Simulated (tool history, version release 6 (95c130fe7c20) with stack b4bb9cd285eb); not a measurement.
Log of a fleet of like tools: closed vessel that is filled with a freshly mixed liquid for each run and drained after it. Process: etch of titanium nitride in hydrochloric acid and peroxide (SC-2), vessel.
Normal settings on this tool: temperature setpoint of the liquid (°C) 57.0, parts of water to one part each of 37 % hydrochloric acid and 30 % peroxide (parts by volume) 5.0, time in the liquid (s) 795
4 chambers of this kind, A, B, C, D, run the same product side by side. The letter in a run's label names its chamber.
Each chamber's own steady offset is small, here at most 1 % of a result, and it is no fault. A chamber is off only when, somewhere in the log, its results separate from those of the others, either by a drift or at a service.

run,hour,temperature setpoint of the liquid (°C),parts of water to one part each of 37 % hydrochloric acid and 30 % peroxide (parts by volume),time in the liquid (s),"read-back film thickness of the titanium nitride reference wafer, read on the same gauge (nm)",thickness taken off the titanium nitride on a monitor wafer (nm)
# hour 8.8: chamber C: thermometer replaced
1D,12.8,57.0,5.0,795,60.038,57.507
2A,23.8,57.0,5.0,795,59.982,58.402
3B,35.9,57.0,5.0,795,60.033,59.038
4C,44.2,57.0,5.0,795,59.989,58.083
5A,56.2,57.0,5.0,795,60.045,58.267
6D,69.7,49.5,5.0,795,60.031,35.490
7C,80.0,49.5,5.0,795,59.998,35.461
8B,86.4,49.5,5.0,795,60.063,35.365
9C,93.4,49.5,5.0,795,59.999,35.595
10A,101.4,57.0,5.0,795,60.032,58.450
# hour 103.3: chamber A: thermometer replaced
11B,111.4,57.0,5.0,795,59.941,58.694
12D,118.0,57.0,5.0,795,60.050,58.149
# hour 126.9: chamber A: new drum of peroxide connected
13C,127.0,57.0,5.0,795,60.053,58.420
14B,139.4,57.0,5.0,795,60.015,58.571
15A,150.4,57.0,5.0,795,59.988,57.855
16D,163.8,57.0,5.0,795,59.993,57.842
17A,173.9,57.0,5.0,795,59.954,57.877
18B,187.7,57.0,5.0,795,60.036,58.109
19C,194.1,57.0,5.0,795,60.011,58.279
20D,200.2,57.0,5.0,795,60.018,57.863
21B,213.3,57.0,5.0,795,59.995,58.833
22D,221.4,57.0,5.0,795,59.980,58.328
23A,231.5,57.0,5.0,795,60.048,58.256
24C,240.7,57.0,5.0,795,60.037,57.665
25D,254.2,57.0,5.0,795,59.962,57.827
26C,260.9,57.0,5.0,795,60.021,57.973
27B,268.9,57.0,5.0,795,60.005,58.305
28A,279.1,57.0,5.0,795,60.035,58.952
29D,287.2,51.0,6.5,795,60.013,32.603
30A,293.7,51.0,6.5,795,60.017,32.233
31B,299.9,51.0,6.5,795,59.973,32.422
32C,309.4,51.0,6.5,795,60.025,32.206
33C,319.9,57.0,5.0,795,59.975,57.472

Decide between three cases: one chamber stands off from its peers, the gauge reading all wafers drifts, or nothing is wrong past each chamber's small offset. Where a chamber is off, say which and what most likely put it there.

Neither any chamber nor the gauge drifts; the chambers differ only by their own small, steady offsets.
